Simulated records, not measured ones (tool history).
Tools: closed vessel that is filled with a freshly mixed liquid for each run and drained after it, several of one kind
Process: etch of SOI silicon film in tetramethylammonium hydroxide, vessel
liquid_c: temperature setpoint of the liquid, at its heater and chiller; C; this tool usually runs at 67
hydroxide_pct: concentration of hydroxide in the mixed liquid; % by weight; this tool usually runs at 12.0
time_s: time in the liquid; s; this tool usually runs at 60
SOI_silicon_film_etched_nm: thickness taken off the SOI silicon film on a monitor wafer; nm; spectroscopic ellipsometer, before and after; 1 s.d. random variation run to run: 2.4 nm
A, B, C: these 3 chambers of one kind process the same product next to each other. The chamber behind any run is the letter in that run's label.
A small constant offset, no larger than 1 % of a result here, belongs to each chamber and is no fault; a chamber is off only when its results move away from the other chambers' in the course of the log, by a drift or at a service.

run	hour	liquid_c	hydroxide_pct	time_s	hours since the thermometer was replaced	hours since the hydroxide flow meter was replaced	read-back film thickness of the SOI silicon film reference wafer, read on the same gauge (nm)	SOI_silicon_film_etched_nm
1B	6.3	67	12.0	60	1179.8	494.6	119.98	340.59
2C	15.0	67	12.0	60	352.1	115.2	120.00	334.77
3A	24.3	67	12.0	60	382.3	767.7	119.98	338.78
4C	35.9	67	12.0	60	373.0	136.1	120.01	340.67
5A	41.9	67	12.0	60	399.9	785.3	120.01	336.04
6B	47.7	67	12.0	60	1221.2	536.0	120.03	342.58
7C	58.4	67	12.0	60	395.5	158.6	120.00	341.62
8A	69.6	67	12.0	60	427.6	813.0	119.99	337.74
9B	77.6	67	12.0	60	1251.1	565.9	120.00	337.24
10A	85.2	67	10.0	60	443.2	828.6	120.00	359.99
11C	92.9	67	10.0	60	430.0	193.1	120.02	365.97
12B	100.9	67	10.0	60	1274.4	589.2	120.00	364.26
13A	107.5	67	12.0	60	465.5	850.9	120.00	336.87
14B	114.8	67	12.0	60	1288.3	603.1	119.99	339.08
15C	120.5	67	12.0	60	457.6	220.7	120.00	349.02
16B	127.2	60	10.5	60	1300.7	615.5	120.00	232.61
17A	137.3	60	10.5	60	495.3	880.7	119.99	228.38
18C	149.8	60	10.5	60	486.9	250.0	120.02	240.22
19A	161.8	72	13.5	60	519.8	905.2	120.01	429.79
20C	170.1	72	13.5	60	507.2	270.3	120.01	454.19
21B	180.1	72	13.5	60	1353.6	668.4	120.01	437.31
22A	189.0	67	12.0	60	547.0	932.4	119.99	336.46
23C	196.1	67	12.0	60	533.2	296.3	120.01	359.57
24B	203.8	67	12.0	90	1377.3	692.1	119.99	503.83
25C	214.7	67	12.0	90	551.8	314.9	120.01	544.16
26B	221.7	67	12.0	90	1395.2	710.0	119.98	504.58
27A	227.9	67	12.0	60	585.9	971.3	120.00	333.25

All 3 chambers run these settings next. Forecast each chamber's results:
28A	237.3	67	12.0	60				?
28B	237.3	67	12.0	60				?
28C	237.3	67	12.0	60				?

run	SOI_silicon_film_etched_nm
28A	335.42
28B	338.95
28C	365.06

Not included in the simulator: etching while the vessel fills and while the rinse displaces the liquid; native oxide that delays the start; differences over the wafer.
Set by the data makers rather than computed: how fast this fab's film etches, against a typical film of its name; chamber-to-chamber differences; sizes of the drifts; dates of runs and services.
